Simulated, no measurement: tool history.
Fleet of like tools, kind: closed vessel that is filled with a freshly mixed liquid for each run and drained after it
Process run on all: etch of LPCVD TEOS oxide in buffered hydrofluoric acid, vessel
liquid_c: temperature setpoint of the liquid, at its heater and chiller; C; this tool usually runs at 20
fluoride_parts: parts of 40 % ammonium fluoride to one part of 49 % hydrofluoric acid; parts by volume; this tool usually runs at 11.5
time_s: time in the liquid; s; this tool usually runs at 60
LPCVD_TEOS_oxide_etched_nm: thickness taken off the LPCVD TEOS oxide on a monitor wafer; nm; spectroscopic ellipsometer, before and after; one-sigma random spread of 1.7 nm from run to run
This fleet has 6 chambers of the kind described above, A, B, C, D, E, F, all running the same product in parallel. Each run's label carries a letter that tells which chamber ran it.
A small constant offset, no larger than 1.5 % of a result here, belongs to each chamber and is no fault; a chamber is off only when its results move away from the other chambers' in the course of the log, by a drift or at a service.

run    day  liquid_c  fluoride_parts  time_s  read-back film thickness of the LPCVD TEOS oxide reference wafer, read on the same gauge (nm)  LPCVD_TEOS_oxide_etched_nm
     0.275  -- chamber E: thermometer replaced
 1D  0.292        20            11.5      60                                                                                          60.01                      194.97
 2E  0.525        20            11.5      60                                                                                         60.001                      191.19
 3F  0.688        20            11.5      60                                                                                         60.021                         196
 4B  0.946        20            11.5      60                                                                                          60.01                      194.56
 5A  1.221        20            11.5      40                                                                                          60.01                      129.99
 6C  1.412        20            11.5      40                                                                                         59.989                      128.62
 7E  1.612        20            11.5      40                                                                                         59.977                      130.29
 8F  1.779        20            11.5      40                                                                                         59.991                       130.4
 9B  1.912        20            11.5      40                                                                                         59.983                      128.47
10A  2.142        20            11.5      40                                                                                         59.989                      128.53
11C  2.379        20            11.5      60                                                                                         59.995                      195.12
     2.554  -- chamber D: hydrofluoric acid flow meter replaced
12D  2.583        20            11.5      60                                                                                         60.001                      195.87
13A   2.85        20            11.5      60                                                                                         60.011                      196.03
14D  3.125        20            11.5      60                                                                                         60.019                      195.26
15E  3.346        20            11.5      60                                                                                         60.016                       196.5
16C  3.521        20            11.5      60                                                                                         60.007                      193.92
17B   3.65        20            11.5      60                                                                                         59.991                      186.12
18F  3.804        20            11.5      60                                                                                         59.986                      195.82
19C  3.954        20            11.5      60                                                                                         60.011                       193.4
20B  4.238        20            11.5      60                                                                                         59.996                      186.67
21A  4.404        20            11.5      60                                                                                         59.978                      191.21
22D  4.608        20            11.5      60                                                                                         60.006                      197.32
23E  4.892        20             8.5      75                                                                                          60.01                       316.7
24F  5.046        20             8.5      75                                                                                         60.017                      311.93
25C  5.246        20             8.5      75                                                                                         59.996                       313.7
26B  5.442        20             8.5      75                                                                                         59.973                       297.9
27A  5.675        20             8.5      75                                                                                         59.987                      317.97
28D  5.842        20             8.5      75                                                                                         59.991                      312.38
29F  6.075        20            11.5      60                                                                                         59.995                      195.55
30E  6.354        20            11.5      60                                                                                         60.016                      196.58
31B  6.538        20            11.5      60                                                                                         60.038                      177.43
32E  6.721        20            11.5      60                                                                                         60.006                      194.23
33C  6.938        20            11.5      60                                                                                             60                      195.36
34D  7.129        20            11.5      60                                                                                         60.012                      196.21
35A  7.367        20             9.5      60                                                                                         59.998                      233.63
36F  7.625        20             9.5      60                                                                                         60.024                      228.54

Read the log: is a single chamber off, either drifting away or since a service, is the gauge that measures every chamber drifting, or is nothing wrong beyond small per-chamber offsets? Name any odd chamber and what most likely caused it.

It is chamber B that slowly wanders off from its peers.
Most likely cause: liquid colder than its thermometer reads (K) = 1.37.
Not necessarily distinguishable in this log from: hydrofluoric acid flow below the setpoint (%).

Chamber B could run next with any of the 4 candidate recipes listed below; each alters the usual settings, and their results appear as question marks. Which one brings its results back in line with what the other chambers deliver on the usual settings?
Allowed miss from the other chambers' usual-settings mean, per result, to count as in line: LPCVD_TEOS_oxide_etched_nm 5.9 nm
37B-1  7.842        20            10.5      60                                                                                                                          ?
37B-2  7.842        20            11.5      55                                                                                                                          ?
37B-3  7.842      20.5            11.5      60                                                                                                                          ?
37B-4  7.842      19.5            11.5      60                                                                                                                          ?

Other chambers, usual settings, mean: LPCVD_TEOS_oxide_etched_nm 195.13 nm
  run  LPCVD_TEOS_oxide_etched_nm
37B-1                      196.03
37B-2                      164.66
37B-3                      184.77
37B-4                      174.51
37B-1 puts the chamber back in line with the other chambers.
